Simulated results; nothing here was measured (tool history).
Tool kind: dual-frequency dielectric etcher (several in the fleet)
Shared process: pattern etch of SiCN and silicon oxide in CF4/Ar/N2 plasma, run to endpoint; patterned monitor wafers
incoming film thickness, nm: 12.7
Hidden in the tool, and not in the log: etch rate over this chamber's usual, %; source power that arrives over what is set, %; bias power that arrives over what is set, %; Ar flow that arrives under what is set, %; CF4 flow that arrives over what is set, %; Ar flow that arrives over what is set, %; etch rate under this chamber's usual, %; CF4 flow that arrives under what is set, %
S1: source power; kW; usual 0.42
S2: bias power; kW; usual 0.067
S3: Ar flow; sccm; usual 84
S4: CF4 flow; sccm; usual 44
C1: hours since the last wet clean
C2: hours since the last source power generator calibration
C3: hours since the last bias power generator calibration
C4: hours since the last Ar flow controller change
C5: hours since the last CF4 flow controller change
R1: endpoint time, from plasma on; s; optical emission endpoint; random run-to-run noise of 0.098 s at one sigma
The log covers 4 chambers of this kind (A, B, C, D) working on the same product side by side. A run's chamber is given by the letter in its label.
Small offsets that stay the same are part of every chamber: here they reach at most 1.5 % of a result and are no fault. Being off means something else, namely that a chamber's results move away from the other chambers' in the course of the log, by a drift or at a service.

run	hour	S1	S2	S3	S4	C1	C2	C3	C4	C5	R1
1D	5.2	0.42	0.067	84	44	541.2	3535.7	1353.6	386.8	5327.7	17.149
2C	13.6	0.42	0.067	84	44	293.2	1782.7	4261.7	4916.7	562.6	16.812
3B	19.1	0.42	0.067	84	44	169.8	19.9	2923.4	1411.3	615	16.824
4A	25.1	0.42	0.067	84	44	346.5	1824.9	719.6	2291	3010.5	16.814
# hour 27: chamber C: Ar flow controller replaced
5B	34.2	0.42	0.067	84	44	184.9	35	2938.5	1426.4	630.1	16.602
6C	42.7	0.48	0.067	84	44	322.3	1811.8	4290.8	15.7	591.7	14.935
7A	49.5	0.48	0.067	84	44	370.9	1849.3	744	2315.4	3034.9	14.941
8D	55.9	0.48	0.067	84	44	591.9	3586.4	1404.3	437.5	5378.4	15.149
9A	63.1	0.48	0.067	84	44	384.5	1862.9	757.6	2329	3048.5	14.849
# hour 65.6: chamber D: wet clean of the chamber
10C	68.3	0.42	0.067	84	44	347.9	1837.4	4316.4	41.3	617.3	17.059
11B	77.4	0.38	0.067	84	37	228.1	78.2	2981.7	1469.6	673.3	18.565
12D	82.7	0.38	0.067	84	37	17.2	3613.2	1431.1	464.3	5405.2	19.794
# hour 91: chamber B: Ar flow controller replaced
13A	91.6	0.38	0.067	84	37	413	1891.4	786.1	2357.5	3077	18.91
14B	97.3	0.38	0.067	84	37	248	98.1	3001.6	6.3	693.2	18.57
15D	104	0.42	0.067	84	44	38.5	3634.5	1452.4	485.6	5426.5	17.728
16C	112.3	0.42	0.067	84	44	391.9	1881.4	4360.4	85.3	661.3	16.908
17D	116.6	0.42	0.067	84	44	51.1	3647.1	1465	498.2	5439.1	17.558
18A	124.7	0.42	0.067	84	44	446.1	1924.5	819.2	2390.6	3110.1	16.908
19B	133	0.48	0.067	84	44	283.7	133.8	3037.3	42	728.9	14.886
20C	141.8	0.48	0.067	84	44	421.4	1910.9	4389.9	114.8	690.8	14.82
21D	147.1	0.48	0.067	84	44	81.6	3677.6	1495.5	528.7	5469.6	15.756
22A	155	0.48	0.067	84	44	476.4	1954.8	849.5	2420.9	3140.4	15.017
23C	161.9	0.42	0.067	84	44	441.5	1931	4410	134.9	710.9	16.888
24B	168.4	0.42	0.067	84	44	319.1	169.2	3072.7	77.4	764.3	16.675
25C	173.2	0.42	0.067	84	44	452.8	1942.3	4421.3	146.2	722.2	16.771

For the next run the whole fleet of 4 chambers uses the same settings. Give each chamber's results:
26A	179.9	0.42	0.078	84	44						?
26B	179.9	0.42	0.078	84	44						?
26C	179.9	0.42	0.078	84	44						?
26D	179.9	0.42	0.078	84	44						?

run	R1
26A	15.924
26B	15.791
26C	15.973
26D	16.579
